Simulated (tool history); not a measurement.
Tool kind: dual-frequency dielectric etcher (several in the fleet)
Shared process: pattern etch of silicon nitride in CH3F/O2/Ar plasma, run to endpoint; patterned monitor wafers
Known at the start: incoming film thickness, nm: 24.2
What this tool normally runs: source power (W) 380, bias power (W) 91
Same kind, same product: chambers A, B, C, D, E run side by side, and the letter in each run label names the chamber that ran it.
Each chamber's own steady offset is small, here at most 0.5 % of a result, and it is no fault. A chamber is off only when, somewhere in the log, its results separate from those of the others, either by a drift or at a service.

run 1D hour=6.3 | source_power_(W)=380 bias_power_(W)=91 | endpoint_time_(s)=32.753
run 2C hour=18.8 | source_power_(W)=380 bias_power_(W)=91 | endpoint_time_(s)=32.334
run 3B hour=25.8 | source_power_(W)=380 bias_power_(W)=91 | endpoint_time_(s)=32.676
run 4E hour=37.2 | source_power_(W)=380 bias_power_(W)=91 | endpoint_time_(s)=32.806
run 5A hour=47.8 | source_power_(W)=310 bias_power_(W)=74 | endpoint_time_(s)=38.225
run 6A hour=58 | source_power_(W)=310 bias_power_(W)=74 | endpoint_time_(s)=38.272
run 7B hour=71.3 | source_power_(W)=310 bias_power_(W)=74 | endpoint_time_(s)=38.157
run 8D hour=78.3 | source_power_(W)=310 bias_power_(W)=74 | endpoint_time_(s)=38.595
run 9C hour=86.8 | source_power_(W)=310 bias_power_(W)=74 | endpoint_time_(s)=37.872
run 10E hour=97.7 | source_power_(W)=380 bias_power_(W)=91 | endpoint_time_(s)=32.669
run 11D hour=105.2 | source_power_(W)=380 bias_power_(W)=91 | endpoint_time_(s)=33.447
run 12C hour=116.3 | source_power_(W)=380 bias_power_(W)=91 | endpoint_time_(s)=32.803
-- hour=121.6 chamber E: wet clean of the chamber
run 13A hour=123.1 | source_power_(W)=380 bias_power_(W)=91 | endpoint_time_(s)=32.948
run 14B hour=132.5 | source_power_(W)=380 bias_power_(W)=91 | endpoint_time_(s)=32.834
run 15E hour=138.9 | source_power_(W)=380 bias_power_(W)=91 | endpoint_time_(s)=31.752
-- hour=147.6 chamber C: wet clean of the chamber
run 16D hour=150.5 | source_power_(W)=380 bias_power_(W)=91 | endpoint_time_(s)=33.227
run 17C hour=163.3 | source_power_(W)=380 bias_power_(W)=91 | endpoint_time_(s)=32.632
run 18A hour=173 | source_power_(W)=380 bias_power_(W)=91 | endpoint_time_(s)=33.143
run 19B hour=182.9 | source_power_(W)=380 bias_power_(W)=91 | endpoint_time_(s)=33.138
run 20E hour=193.1 | source_power_(W)=380 bias_power_(W)=91 | endpoint_time_(s)=31.785
run 21B hour=205.8 | source_power_(W)=380 bias_power_(W)=91 | endpoint_time_(s)=32.421
-- hour=212.1 chamber B: wet clean of the chamber
run 22C hour=215.6 | source_power_(W)=380 bias_power_(W)=91 | endpoint_time_(s)=32.757
run 23E hour=225.5 | source_power_(W)=380 bias_power_(W)=91 | endpoint_time_(s)=31.867
run 24D hour=232.8 | source_power_(W)=380 bias_power_(W)=91 | endpoint_time_(s)=33.397
run 25A hour=241.7 | source_power_(W)=380 bias_power_(W)=91 | endpoint_time_(s)=32.893
run 26B hour=254.9 | source_power_(W)=380 bias_power_(W)=91 | endpoint_time_(s)=33.093
run 27D hour=267.8 | source_power_(W)=380 bias_power_(W)=91 | endpoint_time_(s)=33.054
run 28E hour=276.3 | source_power_(W)=380 bias_power_(W)=91 | endpoint_time_(s)=31.633
run 29A hour=288 | source_power_(W)=380 bias_power_(W)=91 | endpoint_time_(s)=32.726
-- hour=290.8 chamber D: wet clean of the chamber
run 30C hour=296 | source_power_(W)=380 bias_power_(W)=91 | endpoint_time_(s)=32.613
run 31C hour=306.8 | source_power_(W)=380 bias_power_(W)=91 | endpoint_time_(s)=32.521
run 32D hour=314.6 | source_power_(W)=380 bias_power_(W)=91 | endpoint_time_(s)=33.084

For the next run the whole fleet of 5 chambers uses the same settings. Give each chamber's results:
run 33A hour=324.7 | source_power_(W)=380 bias_power_(W)=91 | endpoint_time_(s)=?
run 33B hour=324.7 | source_power_(W)=380 bias_power_(W)=91 | endpoint_time_(s)=?
run 33C hour=324.7 | source_power_(W)=380 bias_power_(W)=91 | endpoint_time_(s)=?
run 33D hour=324.7 | source_power_(W)=380 bias_power_(W)=91 | endpoint_time_(s)=?
run 33E hour=324.7 | source_power_(W)=380 bias_power_(W)=91 | endpoint_time_(s)=?

run=33A endpoint_time_(s)=33.258
run=33B endpoint_time_(s)=32.742
run=33C endpoint_time_(s)=32.462
run=33D endpoint_time_(s)=33.614
run=33E endpoint_time_(s)=31.948

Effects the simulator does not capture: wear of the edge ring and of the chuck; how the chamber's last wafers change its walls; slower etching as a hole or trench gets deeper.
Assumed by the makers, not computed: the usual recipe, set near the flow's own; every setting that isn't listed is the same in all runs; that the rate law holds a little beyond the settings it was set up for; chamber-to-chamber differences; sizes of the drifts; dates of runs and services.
